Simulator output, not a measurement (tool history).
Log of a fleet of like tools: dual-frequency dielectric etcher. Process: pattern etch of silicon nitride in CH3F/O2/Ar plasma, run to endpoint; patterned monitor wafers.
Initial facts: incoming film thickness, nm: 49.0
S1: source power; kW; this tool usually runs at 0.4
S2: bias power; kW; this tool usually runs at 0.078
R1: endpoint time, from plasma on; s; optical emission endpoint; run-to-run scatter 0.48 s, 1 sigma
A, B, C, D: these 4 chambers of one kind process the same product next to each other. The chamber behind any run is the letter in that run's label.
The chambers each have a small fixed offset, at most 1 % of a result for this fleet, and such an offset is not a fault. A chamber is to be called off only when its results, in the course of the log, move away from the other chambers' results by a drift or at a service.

run   hour    S1     S2      R1
 1C    9.4   0.4  0.078  68.561
 2D   16.5   0.4  0.078  69.452
 3A   24.9   0.4  0.078   69.88
 4B   37.2   0.4  0.078  68.065
 5C   47.2   0.4  0.078  68.157
 6B     59   0.4  0.078  68.494
 7A   67.3   0.4  0.078  69.897
      70.7  -- chamber A: wet clean of the chamber
 8D   74.3   0.4  0.078  69.294
 9A     87   0.4  0.078  69.023
10D   99.1   0.4  0.078  69.168
11C  105.4   0.4  0.078  69.158
12B    115   0.4  0.078  69.151
13C  127.6   0.4  0.078  68.422
     127.7  -- chamber A: bias power generator calibrated
14D    137   0.4  0.078  69.304
15A  145.5   0.4  0.078  69.628
16B    154  0.47  0.078  63.553
17D  161.1  0.47  0.078  65.151
     165.9  -- chamber C: source power generator calibrated
18A  169.2  0.47  0.078  66.096
19C  180.2  0.47  0.078  65.109
20B  188.5   0.4  0.078  66.181
21A  196.9   0.4  0.078  69.505
22C  206.7   0.4  0.078  68.378
23D  218.2   0.4  0.078  69.611
     222.9  -- chamber D: source power generator calibrated
     224.1  -- chamber D: wet clean of the chamber
24B  230.7   0.4  0.078  67.313
     234.4  -- chamber C: wet clean of the chamber
25B  237.3   0.4  0.078  66.279
     237.4  -- chamber B: source power generator calibrated
26A  247.1   0.4  0.078  69.379
27D  254.8   0.4  0.078  69.171
28C    264   0.4  0.089  66.428
29B  274.4   0.4  0.089  63.596
30C  281.4   0.4  0.089  65.368
31A  292.9   0.4  0.089  66.841
32D    302  0.36  0.078  72.443

Read the log: is a single chamber off, either drifting away or since a service, is the gauge that measures every chamber drifting, or is nothing wrong beyond small per-chamber offsets? Name any odd chamber and what most likely caused it.

Little by little, chamber B moves away from the other chambers.
Cause: etch rate over this chamber's usual, % = 5.05.

Here are 4 candidates for chamber B's next run, each the usual settings with a change, their results left as question marks. Which one brings its results back in line with what the others give on the usual settings?
In line means no further than this from the other chambers' mean on the usual settings: R1 1.7 s
33B-1  311.4  0.42  0.078   ?
33B-2  311.4  0.34  0.078   ?
33B-3  311.4   0.4  0.091   ?
33B-4  311.4  0.39  0.076   ?

Usual-settings mean across the other chambers: R1 69.212 s
  run      R1
33B-1  64.409
33B-2  69.666
33B-3  62.148
33B-4  66.804
Change 33B-2 lands the chamber within the allowed miss of the other chambers.

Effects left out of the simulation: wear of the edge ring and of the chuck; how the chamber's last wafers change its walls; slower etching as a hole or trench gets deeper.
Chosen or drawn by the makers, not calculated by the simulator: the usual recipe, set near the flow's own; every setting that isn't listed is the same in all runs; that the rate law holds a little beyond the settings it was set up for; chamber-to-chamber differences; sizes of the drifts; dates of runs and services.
